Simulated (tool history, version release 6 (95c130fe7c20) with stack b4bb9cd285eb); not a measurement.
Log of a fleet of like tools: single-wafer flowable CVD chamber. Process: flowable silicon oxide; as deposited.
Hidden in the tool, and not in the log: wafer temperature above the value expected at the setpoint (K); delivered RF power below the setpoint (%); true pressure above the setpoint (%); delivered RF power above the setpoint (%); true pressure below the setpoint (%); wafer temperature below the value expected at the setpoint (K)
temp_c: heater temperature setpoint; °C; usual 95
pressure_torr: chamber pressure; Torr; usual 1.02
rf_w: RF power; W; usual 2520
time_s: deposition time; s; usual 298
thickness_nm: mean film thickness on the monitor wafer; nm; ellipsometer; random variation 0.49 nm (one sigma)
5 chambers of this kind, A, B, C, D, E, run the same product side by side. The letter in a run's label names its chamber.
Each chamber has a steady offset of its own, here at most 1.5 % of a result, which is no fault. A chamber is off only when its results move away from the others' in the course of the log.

| run | hour | temp_c | pressure_torr | rf_w | time_s | hours since the last thermocouple change | hours since the last RF generator calibration | hours since the last manometer calibration | read-back reference wafer on the same gauge, thickness_nm | thickness_nm |
|---|---|---|---|---|---|---|---|---|---|---|
| 1D | 6.5 | 95 | 1.02 | 2520 | 298 | 1687.8 | 78.4 | 827 | 268.01 | 303.13 |
| 2A | 9.8 | 95 | 1.02 | 2520 | 298 | 1164.7 | 1210.9 | 1074.3 | 268.1 | 299.29 |
|  | 10 | chamber C: RF generator calibrated |
| 3C | 14.8 | 95 | 1.02 | 2520 | 298 | 219.6 | 4.9 | 327.9 | 268.31 | 298.02 |
| 4E | 20.1 | 95 | 1.02 | 2520 | 298 | 903.8 | 204.5 | 87.6 | 268.13 | 298.95 |
| 5B | 26.5 | 95 | 0.81 | 2520 | 298 | 1680.3 | 583.6 | 1819.2 | 268.26 | 225.78 |
| 6E | 31.6 | 95 | 0.81 | 2520 | 298 | 915.3 | 216 | 99.1 | 268.25 | 223.99 |
| 7C | 38.1 | 95 | 0.81 | 2520 | 298 | 242.9 | 28.2 | 351.2 | 268.27 | 225.68 |
| 8A | 43.5 | 95 | 0.81 | 2520 | 298 | 1198.4 | 1244.6 | 1108 | 268.44 | 224.78 |
|  | 44.7 | chamber B: thermocouple changed; heater temperature recalibrated |
| 9B | 47.9 | 95 | 0.81 | 2520 | 298 | 3.2 | 605 | 1840.6 | 268.52 | 226.71 |
| 10D | 53.6 | 95 | 1.02 | 2520 | 298 | 1734.9 | 125.5 | 874.1 | 268.57 | 303.17 |
| 11A | 59.3 | 95 | 1.02 | 2520 | 298 | 1214.2 | 1260.4 | 1123.8 | 268.65 | 298.83 |
| 12B | 65.2 | 95 | 1.02 | 2520 | 298 | 20.5 | 622.3 | 1857.9 | 268.59 | 298.6 |
| 13C | 69.6 | 95 | 1.02 | 2520 | 298 | 274.4 | 59.7 | 382.7 | 268.71 | 298.26 |
| 14D | 74.4 | 95 | 1.02 | 2520 | 298 | 1755.7 | 146.3 | 894.9 | 268.8 | 303.69 |
| 15E | 79.5 | 104 | 1.02 | 2520 | 298 | 963.2 | 263.9 | 147 | 268.76 | 221.66 |
| 16C | 82.4 | 104 | 1.02 | 2520 | 298 | 287.2 | 72.5 | 395.5 | 268.86 | 221.13 |
| 17E | 87.8 | 104 | 1.02 | 2520 | 298 | 971.5 | 272.2 | 155.3 | 268.86 | 222.23 |
| 18B | 92.9 | 104 | 1.02 | 2520 | 298 | 48.2 | 650 | 1885.6 | 268.83 | 222.73 |
| 19D | 98.4 | 104 | 1.02 | 2520 | 298 | 1779.7 | 170.3 | 918.9 | 268.9 | 226.35 |
| 20A | 103.6 | 95 | 1.02 | 2520 | 298 | 1258.5 | 1304.7 | 1168.1 | 269.01 | 300.12 |
| 21C | 109.1 | 95 | 1.02 | 2520 | 298 | 313.9 | 99.2 | 422.2 | 269.04 | 298.83 |
| 22E | 113.8 | 95 | 1.02 | 2520 | 298 | 997.5 | 298.2 | 181.3 | 269.12 | 299.35 |
| 23D | 117.1 | 102 | 1.02 | 2520 | 298 | 1798.4 | 189 | 937.6 | 269.1 | 242.74 |
|  | 118.6 | chamber B: capacitance manometer re-zeroed and calibrated |
| 24A | 121.7 | 102 | 1.02 | 2520 | 298 | 1276.6 | 1322.8 | 1186.2 | 269.18 | 239.1 |
| 25B | 125.2 | 102 | 1.02 | 2520 | 298 | 80.5 | 682.3 | 6.6 | 269.17 | 237.92 |
|  | 126 | chamber A: thermocouple changed; heater temperature recalibrated |
| 26E | 129.5 | 102 | 1.02 | 2520 | 298 | 1013.2 | 313.9 | 197 | 269.2 | 237.32 |
| 27C | 134.6 | 102 | 1.02 | 2520 | 298 | 339.4 | 124.7 | 447.7 | 269.39 | 237.17 |
| 28B | 139.6 | 95 | 1.02 | 2520 | 298 | 94.9 | 696.7 | 21 | 269.42 | 299.48 |
| 29A | 145.2 | 95 | 1.02 | 2520 | 298 | 19.2 | 1346.3 | 1209.7 | 269.35 | 300.22 |
| 30D | 150.7 | 95 | 1.02 | 2520 | 298 | 1832 | 222.6 | 971.2 | 269.47 | 304.85 |
| 31B | 155.6 | 95 | 1.02 | 2520 | 298 | 110.9 | 712.7 | 37 | 269.61 | 299.81 |
| 32D | 159.7 | 95 | 1.15 | 2520 | 298 | 1841 | 231.6 | 980.2 | 269.59 | 350.06 |
| 33C | 163.6 | 95 | 1.15 | 2520 | 298 | 368.4 | 153.7 | 476.7 | 269.53 | 343.04 |
| 34E | 170.1 | 95 | 1.15 | 2520 | 298 | 1053.8 | 354.5 | 237.6 | 269.68 | 345 |
| 35A | 174.7 | 95 | 1.15 | 2520 | 298 | 48.7 | 1375.8 | 1239.2 | 269.71 | 345.03 |
| 36E | 179 | 95 | 1.15 | 2520 | 298 | 1062.7 | 363.4 | 246.5 | 269.73 | 344.51 |

What goes on in this fleet: one chamber off, a drifting gauge, or nothing beyond the chambers' own small offsets? Name the chamber and the cause, if any.

The gauge drifts, so all chambers seem to drift together. No chamber is off.
Cause: gauge reads high (%) = 0.665.

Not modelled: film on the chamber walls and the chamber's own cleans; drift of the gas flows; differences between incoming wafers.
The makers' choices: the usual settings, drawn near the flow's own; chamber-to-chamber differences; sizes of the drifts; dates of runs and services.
